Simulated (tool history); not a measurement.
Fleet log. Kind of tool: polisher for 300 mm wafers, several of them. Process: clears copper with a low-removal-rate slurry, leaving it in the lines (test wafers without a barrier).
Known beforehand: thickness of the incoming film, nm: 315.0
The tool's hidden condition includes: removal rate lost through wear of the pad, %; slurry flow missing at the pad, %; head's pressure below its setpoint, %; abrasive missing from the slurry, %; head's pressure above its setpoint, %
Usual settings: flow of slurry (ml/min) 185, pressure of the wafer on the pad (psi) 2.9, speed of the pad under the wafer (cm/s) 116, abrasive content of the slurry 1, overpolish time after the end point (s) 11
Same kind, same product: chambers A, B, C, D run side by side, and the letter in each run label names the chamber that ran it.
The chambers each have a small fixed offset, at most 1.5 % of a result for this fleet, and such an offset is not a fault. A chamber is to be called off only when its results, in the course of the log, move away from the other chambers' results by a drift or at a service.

| run | hour | flow of slurry (ml/min) | pressure of the wafer on the pad (psi) | speed of the pad under the wafer (cm/s) | abrasive content of the slurry | overpolish time after the end point (s) | wafers polished on this pad | hours since the slurry nozzle was cleaned | hours since the head pressure was calibrated | hours since the slurry blender was calibrated | time until the end point was called (s) | dishing of a wide line in a test structure (nm) |
|---|---|---|---|---|---|---|---|---|---|---|---|---|
|  | 4 | chamber B: worn pad replaced by a new one |
| 1C | 4.7 | 185 | 2.9 | 116 | 1 | 11 | 675 | 287.6 | 951.7 | 432.5 | 94.141 | 25.985 |
|  | 5.4 | chamber A: slurry nozzle cleaned |
| 2D | 11.3 | 185 | 2.9 | 116 | 1 | 11 | 629 | 662.9 | 1174.4 | 183.4 | 92.999 | 24.507 |
| 3B | 18.3 | 185 | 2.9 | 116 | 1 | 11 | 144 | 154.7 | 777.3 | 60.2 | 93.542 | 23.907 |
|  | 25 | chamber D: worn pad replaced by a new one |
| 4A | 28.5 | 185 | 2.9 | 116 | 1 | 11 | 813 | 23.1 | 846.2 | 162.7 | 91.686 | 24.488 |
|  | 32.5 | chamber D: head pressure recalibrated |
| 5C | 36.8 | 185 | 2.9 | 116 | 1 | 11 | 1000 | 319.7 | 983.8 | 464.6 | 95.267 | 24.302 |
|  | 38.2 | chamber C: slurry blender recalibrated |
|  | 43.4 | chamber D: slurry blender recalibrated |
| 6D | 44.4 | 185 | 2.3 | 138 | 1 | 11 | 197 | 696 | 11.9 | 1 | 98.865 | 23.884 |
|  | 47.2 | chamber B: head pressure recalibrated |
| 7B | 49.1 | 185 | 2.3 | 138 | 1 | 11 | 456 | 185.5 | 2 | 91 | 98.051 | 22.912 |
|  | 49.2 | chamber C: worn pad replaced by a new one |
| 8A | 55.5 | 185 | 2.3 | 138 | 1 | 11 | 1087 | 50.1 | 873.2 | 189.7 | 98.892 | 23.381 |
| 9B | 63.9 | 185 | 2.3 | 138 | 1 | 11 | 606 | 200.3 | 16.8 | 105.8 | 99.92 | 22.889 |
| 10A | 70.9 | 185 | 2.9 | 116 | 1 | 11 | 1243 | 65.5 | 888.6 | 205.1 | 93.694 | 24.23 |
|  | 75.9 | chamber B: slurry blender recalibrated |
|  | 78.8 | chamber B: worn pad replaced by a new one |
| 11D | 81.5 | 185 | 2.9 | 116 | 1 | 11 | 572 | 733.1 | 49 | 38.1 | 93.96 | 24.354 |
| 12C | 86.8 | 185 | 2.9 | 116 | 1 | 11 | 381 | 369.7 | 1033.8 | 48.6 | 93.386 | 24.938 |
| 13D | 91.9 | 185 | 2.9 | 116 | 1 | 11 | 677 | 743.5 | 59.4 | 48.5 | 93.995 | 24.477 |
| 14A | 100.5 | 185 | 2.9 | 116 | 1 | 11 | 1542 | 95.1 | 918.2 | 234.7 | 96.182 | 24.207 |
| 15B | 105.2 | 185 | 3.3 | 116 | 1 | 11 | 267 | 241.6 | 58.1 | 29.4 | 83.14 | 26.202 |
| 16C | 111.6 | 185 | 3.3 | 116 | 1 | 11 | 632 | 394.5 | 1058.6 | 73.4 | 81.391 | 28.009 |
|  | 115.2 | chamber A: slurry blender recalibrated |
|  | 117 | chamber D: worn pad replaced by a new one |
| 17C | 118.8 | 185 | 3.3 | 116 | 1 | 11 | 705 | 401.7 | 1065.8 | 80.6 | 82.601 | 27.952 |
|  | 123.4 | chamber C: head pressure recalibrated |
| 18B | 124.5 | 185 | 3.3 | 116 | 1 | 11 | 462 | 260.9 | 77.4 | 48.7 | 83.861 | 26.919 |
| 19A | 131.2 | 185 | 2.9 | 116 | 1 | 11 | 1853 | 125.8 | 948.9 | 16.1 | 95.758 | 24.229 |
| 20D | 141.1 | 185 | 2.5 | 116 | 1 | 8 | 244 | 792.7 | 108.6 | 97.7 | 107.33 | 16.256 |
|  | 143.3 | chamber B: worn pad replaced by a new one |
| 21C | 148.9 | 185 | 2.5 | 116 | 1 | 8 | 1009 | 431.8 | 25.6 | 110.7 | 109.98 | 16.795 |
| 22A | 158.3 | 185 | 2.5 | 116 | 1 | 8 | 2127 | 152.9 | 976 | 43.2 | 116.46 | 15.574 |
| 23D | 163.3 | 185 | 2.5 | 116 | 1 | 8 | 468 | 814.9 | 130.8 | 119.9 | 107.58 | 16.565 |
| 24B | 171.6 | 185 | 2.9 | 116 | 0.9 | 11 | 287 | 308 | 124.5 | 95.8 | 94.636 | 23.151 |
|  | 180.1 | chamber C: worn pad replaced by a new one |
| 25D | 180.1 | 185 | 2.9 | 116 | 0.9 | 11 | 638 | 831.7 | 147.6 | 136.7 | 96.105 | 24.59 |
|  | 189.6 | chamber B: slurry blender recalibrated |
| 26A | 189.7 | 185 | 2.9 | 116 | 0.9 | 11 | 2445 | 184.3 | 1007.4 | 74.6 | 101.35 | 22.051 |
| 27C | 198.2 | 185 | 2.9 | 116 | 0.9 | 11 | 183 | 481.1 | 74.9 | 160 | 94.826 | 24.657 |
|  | 204.3 | chamber B: worn pad replaced by a new one |
| 28B | 205.4 | 185 | 2.9 | 116 | 1 | 11 | 11 | 341.8 | 158.3 | 15.8 | 93.356 | 23.763 |
|  | 207.9 | chamber D: worn pad replaced by a new one |
| 29D | 215.6 | 185 | 3.2 | 116 | 1 | 11 | 78 | 867.2 | 183.1 | 172.2 | 85.546 | 25.466 |
| 30C | 222.7 | 185 | 3.2 | 116 | 1 | 11 | 431 | 505.6 | 99.4 | 184.5 | 84.478 | 26.056 |

Is one chamber out of step, is the gauge drifting, or do the chambers differ by no more than their own small offsets? For an off chamber, give its letter and the likeliest cause.

One chamber, A, drifts off from the rest bit by bit.
Cause: removal rate lost through wear of the pad, % = 8.76.
The log might look much the same if the cause were instead: slurry flow missing at the pad, %; head's pressure below its setpoint, %.

Here are 4 candidates for chamber A's next run, each the usual settings with a change, their results left as question marks. Which one brings its results back in line with what the others give on the usual settings?
A result is in line if it is within this distance of the other chambers' mean on the usual settings: time until the end point was called (s) 3.8; dishing of a wide line in a test structure (nm) 1.8
| 31A-1 | 230.4 | 190 | 3.2 | 126 | 1 | 11 |  |  |  |  | ? | ? |
| 31A-2 | 230.4 | 185 | 2.7 | 106 | 1 | 11 |  |  |  |  | ? | ? |
| 31A-3 | 230.4 | 185 | 2.8 | 112 | 1 | 11 |  |  |  |  | ? | ? |
| 31A-4 | 230.4 | 185 | 3 | 120 | 1 | 11 |  |  |  |  | ? | ? |

Average result of the remaining chambers running the usual settings: time until the end point was called (s) 93.901; dishing of a wide line in a test structure (nm) 24.547
| run | time until the end point was called (s) | dishing of a wide line in a test structure (nm) |
|---|---|---|
| 31A-1 | 84.547 | 26.469 |
| 31A-2 | 119.95 | 19.689 |
| 31A-3 | 109.36 | 21.319 |
| 31A-4 | 95.139 | 23.994 |
The answer is 31A-4, which returns the chamber to within the allowed miss of the others.
